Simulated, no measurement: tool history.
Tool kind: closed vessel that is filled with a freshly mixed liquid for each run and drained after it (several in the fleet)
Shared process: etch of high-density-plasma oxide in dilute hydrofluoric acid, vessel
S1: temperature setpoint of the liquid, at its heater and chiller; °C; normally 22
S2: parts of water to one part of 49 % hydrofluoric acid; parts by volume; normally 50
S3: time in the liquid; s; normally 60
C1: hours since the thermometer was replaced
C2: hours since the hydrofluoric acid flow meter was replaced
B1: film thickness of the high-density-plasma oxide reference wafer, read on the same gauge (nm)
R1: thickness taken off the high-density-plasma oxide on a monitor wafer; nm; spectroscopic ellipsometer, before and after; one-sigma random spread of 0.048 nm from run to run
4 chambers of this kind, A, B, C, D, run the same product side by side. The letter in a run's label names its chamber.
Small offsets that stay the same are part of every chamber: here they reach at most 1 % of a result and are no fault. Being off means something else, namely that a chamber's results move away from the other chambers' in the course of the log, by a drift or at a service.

run     day    S1  S2  S3      C1      C2      B1      R1
 1C   0.179    22  50  60  1246.5  1885.9  39.986  8.2411
 2A   0.379    22  50  60  1134.2   403.5  39.966  8.2081
 3B   0.638    22  50  60  1565.8  1226.7  40.016  8.1795
 4D   0.912    22  50  60   312.4  1009.4  40.002  8.1703
 5D   1.071    22  50  60   316.2  1013.2  39.994  8.2755
 6A   1.233    22  50  60  1154.7     424  39.996  8.1239
 7B    1.55    22  50  60  1587.7  1248.6  40.027   8.245
 8C   1.867    22  50  60    1287  1926.4      40  8.2164
 9C     2.2    22  50  60    1295  1934.4  39.984   8.273
10B    2.55    22  50  60  1611.7  1272.6  39.972  8.2399
11A   2.912    22  50  60    1195   464.3  39.967  8.2028
12D   3.233    20  50  60   368.1  1065.1  39.996  7.5809
13A   3.458    20  50  60  1208.1   477.4  39.998  7.5576
14B   3.812    20  50  60    1642  1302.9  39.979  7.5584
15D   4.029    20  50  60   387.2  1084.2   39.97  7.6183
16C   4.262    22  50  60  1344.5  1983.9  40.011  8.2866
17C    4.45    22  50  60    1349  1988.4  40.025  8.3583
18D   4.671    22  50  60   402.6  1099.6  40.001  8.2572
19B   4.996    22  50  60  1670.4  1331.3  39.976  8.1677
20A   5.296    22  50  60  1252.2   521.5  40.003   8.185
21D   5.512    22  50  60   422.8  1119.8  39.967  8.2205
22A   5.804    22  50  60  1264.4   533.7  39.973  8.1545
23C   5.992    22  50  60    1386  2025.4  40.014  8.3219
24B   6.296    22  50  60  1701.6  1362.5   39.97  8.1343
25B   6.621    22  50  60  1709.4  1370.3  40.005  8.1735
26C     6.8    22  50  60  1405.4  2044.8      40  8.2935
27A   7.125  20.5  70  60  1296.1   565.4  40.028  5.3926
28D   7.458  20.5  70  60   469.5  1166.5  40.013  5.4307
29C   7.758  20.5  70  60  1428.4  2067.8  40.015  5.3511
        7.9  -- chamber C: thermometer replaced
30D   8.021  20.5  70  60     483    1180  39.992  5.3408
31B   8.238    22  50  60  1748.2  1409.1  39.991  8.2248
32A   8.404  17.5  65  60  1326.8   596.1  40.005  5.1583
33C   8.671  17.5  65  60    18.5  2089.7  40.014  5.1955
34B   8.867  17.5  65  60  1763.3  1424.2  39.988  5.0868
      9.042  -- chamber D: hydrofluoric acid flow meter replaced
35D   9.162  17.5  65  60   510.4     2.9  39.978  5.1455
      9.362  -- chamber A: hydrofluoric acid flow meter replaced
36A   9.512    22  50  60  1353.4     3.7  39.986  8.1101
37B     9.8    22  50  60  1785.7  1446.6  39.997  8.1806
38A   9.967    22  50  60  1364.3    14.6  39.981  8.2109
39C  10.162    22  40  60    54.3  2125.5      40  10.418
40D  10.479    22  40  60     542    34.5   39.96  10.397
41D  10.667    22  40  60   546.5      39  39.972  10.321
42B  10.838    22  40  60  1810.6  1471.5  40.021  10.339

Each of the 4 chambers runs these same settings next. Fill in every chamber's results:
43A  11.1  22  50  35               ?
43B  11.1  22  50  35               ?
43C  11.1  22  50  35               ?
43D  11.1  22  50  35               ?

run      R1
43A  4.7294
43B  4.7755
43C    4.84
43D  4.7624
